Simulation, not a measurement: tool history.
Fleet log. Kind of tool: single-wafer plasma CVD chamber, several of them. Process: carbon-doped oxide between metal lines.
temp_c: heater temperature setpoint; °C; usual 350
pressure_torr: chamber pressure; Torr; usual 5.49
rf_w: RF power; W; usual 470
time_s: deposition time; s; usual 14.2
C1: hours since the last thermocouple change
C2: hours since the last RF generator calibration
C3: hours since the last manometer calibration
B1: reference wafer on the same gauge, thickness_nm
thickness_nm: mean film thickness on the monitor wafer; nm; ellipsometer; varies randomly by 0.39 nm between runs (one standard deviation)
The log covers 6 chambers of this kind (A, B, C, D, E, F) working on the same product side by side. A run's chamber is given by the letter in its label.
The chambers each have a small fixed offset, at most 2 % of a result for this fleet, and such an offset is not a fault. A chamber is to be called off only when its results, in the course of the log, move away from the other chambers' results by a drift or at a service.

{"run": "1C", "hour": 10.0, "temp_c": 350, "pressure_torr": 5.49, "rf_w": 470, "time_s": 14.2, "C1": 350.5, "C2": 653.6, "C3": 953.9, "B1": 73.054, "thickness_nm": 72.848}
{"hour": 19.2, "done": "chamber B: thermocouple changed; heater temperature recalibrated"}
{"run": "2B", "hour": 20.7, "temp_c": 350, "pressure_torr": 5.49, "rf_w": 470, "time_s": 14.2, "C1": 1.5, "C2": 163.5, "C3": 765.1, "B1": 73.136, "thickness_nm": 71.563}
{"run": "3E", "hour": 32.5, "temp_c": 350, "pressure_torr": 5.49, "rf_w": 470, "time_s": 14.2, "C1": 444.8, "C2": 1125.1, "C3": 366.8, "B1": 73.069, "thickness_nm": 71.61}
{"run": "4D", "hour": 44.1, "temp_c": 350, "pressure_torr": 5.49, "rf_w": 470, "time_s": 14.2, "C1": 959.3, "C2": 773.2, "C3": 1487.1, "B1": 73.116, "thickness_nm": 71.51}
{"run": "5F", "hour": 54.1, "temp_c": 350, "pressure_torr": 4.73, "rf_w": 535, "time_s": 14.2, "C1": 323.0, "C2": 1308.3, "C3": 1616.9, "B1": 73.073, "thickness_nm": 75.062}
{"run": "6A", "hour": 66.4, "temp_c": 350, "pressure_torr": 4.73, "rf_w": 535, "time_s": 14.2, "C1": 1148.6, "C2": 397.5, "C3": 1085.0, "B1": 72.944, "thickness_nm": 75.459}
{"run": "7E", "hour": 78.5, "temp_c": 350, "pressure_torr": 4.73, "rf_w": 535, "time_s": 14.2, "C1": 490.8, "C2": 1171.1, "C3": 412.8, "B1": 73.049, "thickness_nm": 76.825}
{"run": "8F", "hour": 91.9, "temp_c": 350, "pressure_torr": 4.73, "rf_w": 535, "time_s": 14.2, "C1": 360.8, "C2": 1346.1, "C3": 1654.7, "B1": 73.066, "thickness_nm": 75.859}
{"run": "9D", "hour": 98.7, "temp_c": 350, "pressure_torr": 4.73, "rf_w": 535, "time_s": 14.2, "C1": 1013.9, "C2": 827.8, "C3": 1541.7, "B1": 73.186, "thickness_nm": 76.181}
{"run": "10C", "hour": 108.3, "temp_c": 350, "pressure_torr": 4.73, "rf_w": 535, "time_s": 14.2, "C1": 448.8, "C2": 751.9, "C3": 1052.2, "B1": 73.114, "thickness_nm": 77.004}
{"run": "11A", "hour": 117.5, "temp_c": 350, "pressure_torr": 5.49, "rf_w": 470, "time_s": 14.2, "C1": 1199.7, "C2": 448.6, "C3": 1136.1, "B1": 73.152, "thickness_nm": 71.529}
{"run": "12B", "hour": 127.7, "temp_c": 350, "pressure_torr": 5.49, "rf_w": 470, "time_s": 14.2, "C1": 108.5, "C2": 270.5, "C3": 872.1, "B1": 73.111, "thickness_nm": 71.833}
{"run": "13E", "hour": 139.8, "temp_c": 350, "pressure_torr": 5.49, "rf_w": 470, "time_s": 14.2, "C1": 552.1, "C2": 1232.4, "C3": 474.1, "B1": 73.13, "thickness_nm": 71.143}
{"run": "14D", "hour": 152.9, "temp_c": 350, "pressure_torr": 5.49, "rf_w": 470, "time_s": 14.2, "C1": 1068.1, "C2": 882.0, "C3": 1595.9, "B1": 73.144, "thickness_nm": 71.065}
{"hour": 161.3, "done": "chamber E: RF generator calibrated"}
{"run": "15C", "hour": 164.2, "temp_c": 350, "pressure_torr": 5.49, "rf_w": 470, "time_s": 14.2, "C1": 504.7, "C2": 807.8, "C3": 1108.1, "B1": 73.16, "thickness_nm": 73.057}
{"run": "16A", "hour": 175.1, "temp_c": 350, "pressure_torr": 5.49, "rf_w": 470, "time_s": 14.2, "C1": 1257.3, "C2": 506.2, "C3": 1193.7, "B1": 73.04, "thickness_nm": 71.299}
{"run": "17B", "hour": 182.1, "temp_c": 350, "pressure_torr": 5.49, "rf_w": 470, "time_s": 14.2, "C1": 162.9, "C2": 324.9, "C3": 926.5, "B1": 73.163, "thickness_nm": 71.569}
{"run": "18F", "hour": 195.7, "temp_c": 350, "pressure_torr": 5.49, "rf_w": 470, "time_s": 14.2, "C1": 464.6, "C2": 1449.9, "C3": 1758.5, "B1": 72.993, "thickness_nm": 70.942}
{"run": "19A", "hour": 207.5, "temp_c": 350, "pressure_torr": 5.49, "rf_w": 470, "time_s": 14.2, "C1": 1289.7, "C2": 538.6, "C3": 1226.1, "B1": 73.092, "thickness_nm": 70.712}
{"run": "20C", "hour": 220.5, "temp_c": 350, "pressure_torr": 5.49, "rf_w": 470, "time_s": 14.2, "C1": 561.0, "C2": 864.1, "C3": 1164.4, "B1": 73.156, "thickness_nm": 71.592}
{"run": "21D", "hour": 227.2, "temp_c": 350, "pressure_torr": 5.49, "rf_w": 470, "time_s": 14.2, "C1": 1142.4, "C2": 956.3, "C3": 1670.2, "B1": 73.115, "thickness_nm": 70.846}
{"run": "22B", "hour": 238.9, "temp_c": 350, "pressure_torr": 5.49, "rf_w": 470, "time_s": 14.2, "C1": 219.7, "C2": 381.7, "C3": 983.3, "B1": 73.143, "thickness_nm": 71.726}
{"run": "23E", "hour": 245.1, "temp_c": 350, "pressure_torr": 5.49, "rf_w": 470, "time_s": 14.2, "C1": 657.4, "C2": 83.8, "C3": 579.4, "B1": 73.159, "thickness_nm": 71.469}
{"run": "24F", "hour": 257.6, "temp_c": 350, "pressure_torr": 5.49, "rf_w": 470, "time_s": 14.2, "C1": 526.5, "C2": 1511.8, "C3": 1820.4, "B1": 73.189, "thickness_nm": 71.46}
{"run": "25E", "hour": 265.5, "temp_c": 350, "pressure_torr": 5.49, "rf_w": 470, "time_s": 14.2, "C1": 677.8, "C2": 104.2, "C3": 599.8, "B1": 73.185, "thickness_nm": 72.004}
{"run": "26F", "hour": 278.5, "temp_c": 350, "pressure_torr": 5.49, "rf_w": 470, "time_s": 14.2, "C1": 547.4, "C2": 1532.7, "C3": 1841.3, "B1": 73.177, "thickness_nm": 71.634}
{"run": "27C", "hour": 290.8, "temp_c": 350, "pressure_torr": 5.49, "rf_w": 470, "time_s": 14.2, "C1": 631.3, "C2": 934.4, "C3": 1234.7, "B1": 73.01, "thickness_nm": 73.068}
{"run": "28D", "hour": 301.1, "temp_c": 350, "pressure_torr": 5.49, "rf_w": 470, "time_s": 14.2, "C1": 1216.3, "C2": 1030.2, "C3": 1744.1, "B1": 73.139, "thickness_nm": 71.132}
{"run": "29B", "hour": 310.2, "temp_c": 350, "pressure_torr": 5.49, "rf_w": 470, "time_s": 14.2, "C1": 291.0, "C2": 453.0, "C3": 1054.6, "B1": 73.106, "thickness_nm": 72.181}
{"run": "30A", "hour": 322.1, "temp_c": 350, "pressure_torr": 5.49, "rf_w": 470, "time_s": 14.2, "C1": 1404.3, "C2": 653.2, "C3": 1340.7, "B1": 73.055, "thickness_nm": 71.589}
{"run": "31A", "hour": 333.3, "temp_c": 350, "pressure_torr": 5.49, "rf_w": 470, "time_s": 14.2, "C1": 1415.5, "C2": 664.4, "C3": 1351.9, "B1": 73.091, "thickness_nm": 72.035}
{"run": "32C", "hour": 345.2, "temp_c": 350, "pressure_torr": 5.49, "rf_w": 470, "time_s": 14.2, "C1": 685.7, "C2": 988.8, "C3": 1289.1, "B1": 73.11, "thickness_nm": 72.477}
{"run": "33E", "hour": 358.8, "temp_c": 350, "pressure_torr": 5.49, "rf_w": 470, "time_s": 14.2, "C1": 771.1, "C2": 197.5, "C3": 693.1, "B1": 73.09, "thickness_nm": 72.456}
{"run": "34B", "hour": 371.0, "temp_c": 350, "pressure_torr": 5.49, "rf_w": 470, "time_s": 14.2, "C1": 351.8, "C2": 513.8, "C3": 1115.4, "B1": 72.996, "thickness_nm": 72.287}
{"run": "35F", "hour": 379.3, "temp_c": 350, "pressure_torr": 5.49, "rf_w": 470, "time_s": 14.2, "C1": 648.2, "C2": 1633.5, "C3": 1942.1, "B1": 73.03, "thickness_nm": 71.7}
{"run": "36D", "hour": 389.8, "temp_c": 350, "pressure_torr": 5.49, "rf_w": 470, "time_s": 14.2, "C1": 1305.0, "C2": 1118.9, "C3": 1832.8, "B1": 73.135, "thickness_nm": 71.693}
{"run": "37E", "hour": 402.5, "temp_c": 350, "pressure_torr": 5.49, "rf_w": 470, "time_s": 14.2, "C1": 814.8, "C2": 241.2, "C3": 736.8, "B1": 73.099, "thickness_nm": 71.376}
{"run": "38F", "hour": 414.2, "temp_c": 356, "pressure_torr": 5.49, "rf_w": 470, "time_s": 14.2, "C1": 683.1, "C2": 1668.4, "C3": 1977.0, "B1": 73.12, "thickness_nm": 70.233}
{"run": "39C", "hour": 424.3, "temp_c": 356, "pressure_torr": 5.49, "rf_w": 470, "time_s": 14.2, "C1": 764.8, "C2": 1067.9, "C3": 1368.2, "B1": 73.178, "thickness_nm": 72.066}
{"run": "40B", "hour": 434.9, "temp_c": 356, "pressure_torr": 5.49, "rf_w": 470, "time_s": 14.2, "C1": 415.7, "C2": 577.7, "C3": 1179.3, "B1": 73.188, "thickness_nm": 70.484}

Which is it: a chamber that has drifted or been left off by a service, a gauge drift common to all chambers, or only each chamber's usual small offset? If a chamber is off, name it and its likeliest cause.

Neither any chamber nor the gauge drifts; the chambers differ only by their own small, steady offsets.
